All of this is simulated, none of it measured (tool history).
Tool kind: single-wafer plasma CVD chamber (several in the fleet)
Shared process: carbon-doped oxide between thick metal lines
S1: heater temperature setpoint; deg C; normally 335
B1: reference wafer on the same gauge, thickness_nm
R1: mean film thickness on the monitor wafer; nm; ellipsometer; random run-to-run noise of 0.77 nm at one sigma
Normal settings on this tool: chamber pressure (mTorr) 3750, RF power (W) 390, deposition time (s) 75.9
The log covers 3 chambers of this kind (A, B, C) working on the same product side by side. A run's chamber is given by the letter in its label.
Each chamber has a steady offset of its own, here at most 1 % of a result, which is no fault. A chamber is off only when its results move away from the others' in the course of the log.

{"run": "1A", "hour": 7.8, "S1": 335, "chamber pressure (mTorr)": 3750, "RF power (W)": 390, "deposition time (s)": 75.9, "B1": 292.95, "R1": 324.79}
{"run": "2B", "hour": 15.6, "S1": 335, "chamber pressure (mTorr)": 3750, "RF power (W)": 390, "deposition time (s)": 75.9, "B1": 292.93, "R1": 324.23}
{"run": "3C", "hour": 22.4, "S1": 335, "chamber pressure (mTorr)": 3750, "RF power (W)": 390, "deposition time (s)": 75.9, "B1": 292.97, "R1": 324.34}
{"run": "4B", "hour": 28.6, "S1": 335, "chamber pressure (mTorr)": 3750, "RF power (W)": 390, "deposition time (s)": 75.9, "B1": 292.87, "R1": 324.05}
{"run": "5A", "hour": 40.1, "S1": 335, "chamber pressure (mTorr)": 3750, "RF power (W)": 390, "deposition time (s)": 75.9, "B1": 292.88, "R1": 324.33}
{"run": "6C", "hour": 47.9, "S1": 335, "chamber pressure (mTorr)": 3750, "RF power (W)": 390, "deposition time (s)": 75.9, "B1": 292.9, "R1": 324.22}
{"run": "7C", "hour": 56.2, "S1": 335, "chamber pressure (mTorr)": 3750, "RF power (W)": 390, "deposition time (s)": 75.9, "B1": 292.88, "R1": 323.59}
{"run": "8B", "hour": 66.4, "S1": 335, "chamber pressure (mTorr)": 3750, "RF power (W)": 390, "deposition time (s)": 75.9, "B1": 292.99, "R1": 324.21}
{"run": "9A", "hour": 76.0, "S1": 335, "chamber pressure (mTorr)": 3750, "RF power (W)": 390, "deposition time (s)": 75.9, "B1": 293.06, "R1": 323.7}
{"run": "10B", "hour": 85.3, "S1": 335, "chamber pressure (mTorr)": 3750, "RF power (W)": 390, "deposition time (s)": 75.9, "B1": 293.09, "R1": 323.99}
{"run": "11C", "hour": 92.2, "S1": 335, "chamber pressure (mTorr)": 3750, "RF power (W)": 390, "deposition time (s)": 75.9, "B1": 293.04, "R1": 324.17}
{"run": "12A", "hour": 99.1, "S1": 335, "chamber pressure (mTorr)": 3750, "RF power (W)": 390, "deposition time (s)": 75.9, "B1": 293.04, "R1": 324.69}
{"run": "13C", "hour": 107.0, "S1": 335, "chamber pressure (mTorr)": 3750, "RF power (W)": 390, "deposition time (s)": 75.9, "B1": 293.09, "R1": 323.39}
{"run": "14B", "hour": 115.7, "S1": 335, "chamber pressure (mTorr)": 3750, "RF power (W)": 390, "deposition time (s)": 75.9, "B1": 292.97, "R1": 325.83}
{"run": "15A", "hour": 124.1, "S1": 335, "chamber pressure (mTorr)": 4100, "RF power (W)": 390, "deposition time (s)": 75.9, "B1": 293.19, "R1": 329.42}
{"run": "16A", "hour": 132.0, "S1": 335, "chamber pressure (mTorr)": 4100, "RF power (W)": 390, "deposition time (s)": 75.9, "B1": 292.95, "R1": 327.65}
{"run": "17B", "hour": 141.3, "S1": 335, "chamber pressure (mTorr)": 4100, "RF power (W)": 390, "deposition time (s)": 75.9, "B1": 292.89, "R1": 329.66}
{"run": "18C", "hour": 150.9, "S1": 335, "chamber pressure (mTorr)": 3750, "RF power (W)": 390, "deposition time (s)": 75.9, "B1": 292.81, "R1": 325.28}
{"run": "19A", "hour": 156.7, "S1": 335, "chamber pressure (mTorr)": 3750, "RF power (W)": 390, "deposition time (s)": 75.9, "B1": 293.09, "R1": 324.68}
{"run": "20B", "hour": 166.9, "S1": 335, "chamber pressure (mTorr)": 3750, "RF power (W)": 390, "deposition time (s)": 75.9, "B1": 293.06, "R1": 325.41}
{"run": "21C", "hour": 176.6, "S1": 340, "chamber pressure (mTorr)": 3750, "RF power (W)": 390, "deposition time (s)": 75.9, "B1": 292.92, "R1": 320.14}
{"run": "22A", "hour": 182.3, "S1": 340, "chamber pressure (mTorr)": 3750, "RF power (W)": 390, "deposition time (s)": 75.9, "B1": 293.04, "R1": 320.28}
{"run": "23C", "hour": 189.6, "S1": 340, "chamber pressure (mTorr)": 3750, "RF power (W)": 390, "deposition time (s)": 75.9, "B1": 293.04, "R1": 318.5}
{"run": "24B", "hour": 199.9, "S1": 335, "chamber pressure (mTorr)": 3750, "RF power (W)": 390, "deposition time (s)": 75.9, "B1": 293.02, "R1": 325.32}
{"run": "25B", "hour": 209.1, "S1": 335, "chamber pressure (mTorr)": 3750, "RF power (W)": 390, "deposition time (s)": 75.9, "B1": 293.04, "R1": 325.99}
{"run": "26A", "hour": 217.1, "S1": 335, "chamber pressure (mTorr)": 3750, "RF power (W)": 390, "deposition time (s)": 75.9, "B1": 293.04, "R1": 325.27}
{"run": "27C", "hour": 223.6, "S1": 335, "chamber pressure (mTorr)": 3750, "RF power (W)": 390, "deposition time (s)": 75.9, "B1": 292.96, "R1": 324.69}
{"run": "28C", "hour": 235.3, "S1": 335, "chamber pressure (mTorr)": 3750, "RF power (W)": 390, "deposition time (s)": 75.9, "B1": 292.92, "R1": 323.27}
{"run": "29A", "hour": 246.8, "S1": 322, "chamber pressure (mTorr)": 4460, "RF power (W)": 390, "deposition time (s)": 75.9, "B1": 292.93, "R1": 349.08}
{"run": "30B", "hour": 254.4, "S1": 322, "chamber pressure (mTorr)": 4460, "RF power (W)": 390, "deposition time (s)": 75.9, "B1": 292.95, "R1": 348.31}
{"run": "31C", "hour": 260.2, "S1": 322, "chamber pressure (mTorr)": 4460, "RF power (W)": 390, "deposition time (s)": 75.9, "B1": 292.94, "R1": 346.54}
{"run": "32A", "hour": 267.9, "S1": 335, "chamber pressure (mTorr)": 3750, "RF power (W)": 390, "deposition time (s)": 75.9, "B1": 293.13, "R1": 323.06}
{"run": "33B", "hour": 273.5, "S1": 335, "chamber pressure (mTorr)": 3750, "RF power (W)": 390, "deposition time (s)": 75.9, "B1": 292.95, "R1": 324.64}
{"run": "34B", "hour": 280.8, "S1": 335, "chamber pressure (mTorr)": 3750, "RF power (W)": 390, "deposition time (s)": 75.9, "B1": 292.93, "R1": 324}

What goes on in this fleet: one chamber off, a drifting gauge, or nothing beyond the chambers' own small offsets? Name the chamber and the cause, if any.

Neither any chamber nor the gauge drifts; the chambers differ only by their own small, steady offsets.

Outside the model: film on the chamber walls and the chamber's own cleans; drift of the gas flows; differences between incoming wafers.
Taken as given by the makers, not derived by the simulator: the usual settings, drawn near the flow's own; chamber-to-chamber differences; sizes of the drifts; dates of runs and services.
